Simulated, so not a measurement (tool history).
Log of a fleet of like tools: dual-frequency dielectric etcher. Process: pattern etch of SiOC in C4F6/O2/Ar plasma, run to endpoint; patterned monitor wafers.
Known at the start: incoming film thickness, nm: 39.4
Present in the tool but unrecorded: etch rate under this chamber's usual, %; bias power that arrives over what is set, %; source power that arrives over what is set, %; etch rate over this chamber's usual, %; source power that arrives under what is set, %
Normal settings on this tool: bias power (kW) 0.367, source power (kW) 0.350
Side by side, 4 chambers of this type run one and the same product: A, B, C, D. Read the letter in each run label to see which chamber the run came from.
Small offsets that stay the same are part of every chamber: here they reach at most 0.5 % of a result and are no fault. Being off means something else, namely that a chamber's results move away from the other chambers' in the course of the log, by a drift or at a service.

| run | hour | bias power (kW) | source power (kW) | hours since the last wet clean | hours since the last bias power generator calibration | hours since the last source power generator calibration | endpoint time (s) |
|---|---|---|---|---|---|---|---|
| 1A | 4.5 | 0.367 | 0.350 | 60.4 | 1281.6 | 3533.8 | 15.800 |
| 2B | 10.5 | 0.367 | 0.350 | 454.6 | 3219.2 | 155.3 | 15.527 |
| 3D | 15.7 | 0.367 | 0.350 | 336.5 | 309.8 | 1849.4 | 15.448 |
| 4C | 20.6 | 0.367 | 0.350 | 203.2 | 1808.0 | 2261.3 | 15.708 |
| 5C | 27.3 | 0.288 | 0.310 | 209.9 | 1814.7 | 2268.0 | 18.041 |
| 6B | 31.8 | 0.288 | 0.310 | 475.9 | 3240.5 | 176.6 | 17.879 |
| 7A | 38.6 | 0.288 | 0.310 | 94.5 | 1315.7 | 3567.9 | 18.064 |
| 8D | 43.9 | 0.288 | 0.310 | 364.7 | 338.0 | 1877.6 | 17.776 |
| 9C | 49.8 | 0.367 | 0.350 | 232.4 | 1837.2 | 2290.5 | 15.539 |
| 10A | 54.7 | 0.336 | 0.270 | 110.6 | 1331.8 | 3584.0 | 18.086 |
| 11B | 59.8 | 0.336 | 0.270 | 503.9 | 3268.5 | 204.6 | 17.936 |
| 12D | 64.3 | 0.336 | 0.270 | 385.1 | 358.4 | 1898.0 | 17.898 |
| 13B | 69.7 | 0.336 | 0.270 | 513.8 | 3278.4 | 214.5 | 17.489 |
| 14C | 75.9 | 0.367 | 0.350 | 258.5 | 1863.3 | 2316.6 | 15.565 |
| 15D | 83.0 | 0.367 | 0.350 | 403.8 | 377.1 | 1916.7 | 15.947 |
| 16A | 87.2 | 0.367 | 0.350 | 143.1 | 1364.3 | 3616.5 | 15.653 |
|  | 88.2 | chamber B: wet clean of the chamber |
| 17B | 92.3 | 0.411 | 0.350 | 4.2 | 3301.0 | 237.1 | 15.238 |
| 18C | 98.0 | 0.411 | 0.350 | 280.6 | 1885.4 | 2338.7 | 15.207 |
| 19D | 101.5 | 0.411 | 0.350 | 422.3 | 395.6 | 1935.2 | 15.304 |
| 20A | 107.6 | 0.411 | 0.350 | 163.5 | 1384.7 | 3636.9 | 15.149 |
| 21A | 111.2 | 0.367 | 0.350 | 167.1 | 1388.3 | 3640.5 | 15.725 |
| 22D | 115.2 | 0.367 | 0.350 | 436.0 | 409.3 | 1948.9 | 15.941 |
| 23C | 120.1 | 0.367 | 0.350 | 302.7 | 1907.5 | 2360.8 | 15.647 |
| 24B | 125.9 | 0.367 | 0.350 | 37.8 | 3334.6 | 270.7 | 15.606 |
| 25B | 130.4 | 0.367 | 0.350 | 42.3 | 3339.1 | 275.2 | 15.459 |
| 26D | 136.4 | 0.367 | 0.350 | 457.2 | 430.5 | 1970.1 | 16.281 |
| 27A | 141.9 | 0.367 | 0.350 | 197.8 | 1419.0 | 3671.2 | 15.656 |
| 28C | 148.5 | 0.367 | 0.350 | 331.1 | 1935.9 | 2389.2 | 15.651 |

Is one chamber off against the others, does the gauge drift, or is nothing wrong? If a chamber is off, say which, and what the likeliest cause is.

One chamber, D, drifts off from the rest bit by bit.
Most likely cause: etch rate under this chamber's usual, % = 4.74.

Chamber D could run next with any of the 4 candidate recipes listed below; each alters the usual settings, and their results appear as question marks. Which one brings its results back in line with what the other chambers deliver on the usual settings?
A result is in line if it is within this distance of the other chambers' mean on the usual settings: endpoint time (s) 0.410
| 29D-1 | 153.9 | 0.411 | 0.400 |  |  |  | ? |
| 29D-2 | 153.9 | 0.367 | 0.310 |  |  |  | ? |
| 29D-3 | 153.9 | 0.389 | 0.370 |  |  |  | ? |
| 29D-4 | 153.9 | 0.285 | 0.350 |  |  |  | ? |

Average result of the remaining chambers running the usual settings: endpoint time (s) 15.662
| run | endpoint time (s) |
|---|---|
| 29D-1 | 14.976 |
| 29D-2 | 17.156 |
| 29D-3 | 15.728 |
| 29D-4 | 17.929 |
29D-3 is the one that brings the chamber's results back in line with the other chambers.
